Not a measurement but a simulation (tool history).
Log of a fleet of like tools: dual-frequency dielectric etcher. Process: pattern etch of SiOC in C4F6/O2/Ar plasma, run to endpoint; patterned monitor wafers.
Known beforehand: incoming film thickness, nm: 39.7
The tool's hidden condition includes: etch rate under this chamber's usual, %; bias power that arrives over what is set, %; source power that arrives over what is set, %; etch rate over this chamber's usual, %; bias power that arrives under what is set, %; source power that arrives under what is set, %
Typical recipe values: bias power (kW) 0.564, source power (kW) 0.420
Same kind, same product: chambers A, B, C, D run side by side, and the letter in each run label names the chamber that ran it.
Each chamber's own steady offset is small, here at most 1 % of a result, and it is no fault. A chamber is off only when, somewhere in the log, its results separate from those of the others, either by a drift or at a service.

| run | day | bias power (kW) | source power (kW) | hours since the last wet clean | hours since the last bias power generator calibration | hours since the last source power generator calibration | endpoint time (s) |
|---|---|---|---|---|---|---|---|
| 1B | 0.312 | 0.564 | 0.420 | 196.9 | 115.6 | 3814.2 | 12.655 |
| 2A | 0.554 | 0.564 | 0.420 | 192.8 | 2517.0 | 547.6 | 12.604 |
| 3C | 0.900 | 0.564 | 0.420 | 111.1 | 963.3 | 2789.1 | 12.446 |
| 4D | 1.171 | 0.564 | 0.420 | 29.0 | 501.1 | 984.2 | 12.611 |
| 5A | 1.383 | 0.564 | 0.420 | 212.7 | 2536.9 | 567.5 | 12.673 |
| 6C | 1.725 | 0.564 | 0.420 | 130.9 | 983.1 | 2808.9 | 12.451 |
| 7B | 2.046 | 0.564 | 0.420 | 238.5 | 157.2 | 3855.8 | 12.421 |
| 8D | 2.329 | 0.564 | 0.420 | 56.8 | 528.9 | 1012.0 | 12.384 |
| 9A | 2.667 | 0.440 | 0.500 | 243.5 | 2567.7 | 598.3 | 13.079 |
| 10C | 2.996 | 0.440 | 0.500 | 161.4 | 1013.6 | 2839.4 | 12.704 |
| 11B | 3.204 | 0.440 | 0.500 | 266.3 | 185.0 | 3883.6 | 12.897 |
| 12D | 3.442 | 0.440 | 0.500 | 83.5 | 555.6 | 1038.7 | 12.845 |
| 13C | 3.596 | 0.564 | 0.420 | 175.8 | 1028.0 | 2853.8 | 12.386 |
| 14D | 3.921 | 0.564 | 0.420 | 95.0 | 567.1 | 1050.2 | 12.595 |
| 15A | 4.200 | 0.564 | 0.420 | 280.3 | 2604.5 | 635.1 | 12.817 |
| 16B | 4.379 | 0.646 | 0.420 | 294.5 | 213.2 | 3911.8 | 11.935 |
| 17B | 4.679 | 0.646 | 0.420 | 301.7 | 220.4 | 3919.0 | 11.974 |
| 18D | 5.021 | 0.646 | 0.420 | 121.4 | 593.5 | 1076.6 | 11.737 |
| 19A | 5.279 | 0.646 | 0.420 | 306.2 | 2630.4 | 661.0 | 12.271 |
| 20C | 5.458 | 0.564 | 0.420 | 220.5 | 1072.7 | 2898.5 | 12.519 |
| 21A | 5.688 | 0.564 | 0.420 | 316.0 | 2640.2 | 670.8 | 12.916 |
| 22C | 5.942 | 0.564 | 0.420 | 232.1 | 1084.3 | 2910.1 | 12.460 |
| 23B | 6.108 | 0.564 | 0.420 | 336.0 | 254.7 | 3953.3 | 12.521 |
|  | 6.400 | chamber B: wet clean of the chamber |
| 24D | 6.462 | 0.564 | 0.420 | 156.0 | 628.1 | 1111.2 | 12.427 |
| 25B | 6.638 | 0.564 | 0.420 | 5.8 | 267.4 | 3966.0 | 12.538 |
| 26C | 6.858 | 0.564 | 0.420 | 254.1 | 1106.3 | 2932.1 | 12.384 |
| 27D | 7.050 | 0.564 | 0.420 | 170.1 | 642.2 | 1125.3 | 12.404 |
| 28A | 7.358 | 0.564 | 0.420 | 356.1 | 2680.3 | 710.9 | 13.021 |
| 29D | 7.596 | 0.564 | 0.470 | 183.2 | 655.3 | 1138.4 | 11.966 |
| 30A | 7.892 | 0.564 | 0.470 | 368.9 | 2693.1 | 723.7 | 12.615 |
| 31B | 8.171 | 0.564 | 0.470 | 42.6 | 304.2 | 4002.8 | 12.056 |

Each of the 4 chambers runs these same settings next. Fill in every chamber's results:
| 32A | 8.429 | 0.564 | 0.420 |  |  |  | ? |
| 32B | 8.429 | 0.564 | 0.420 |  |  |  | ? |
| 32C | 8.429 | 0.564 | 0.420 |  |  |  | ? |
| 32D | 8.429 | 0.564 | 0.420 |  |  |  | ? |

| run | endpoint time (s) |
|---|---|
| 32A | 13.073 |
| 32B | 12.563 |
| 32C | 12.364 |
| 32D | 12.523 |
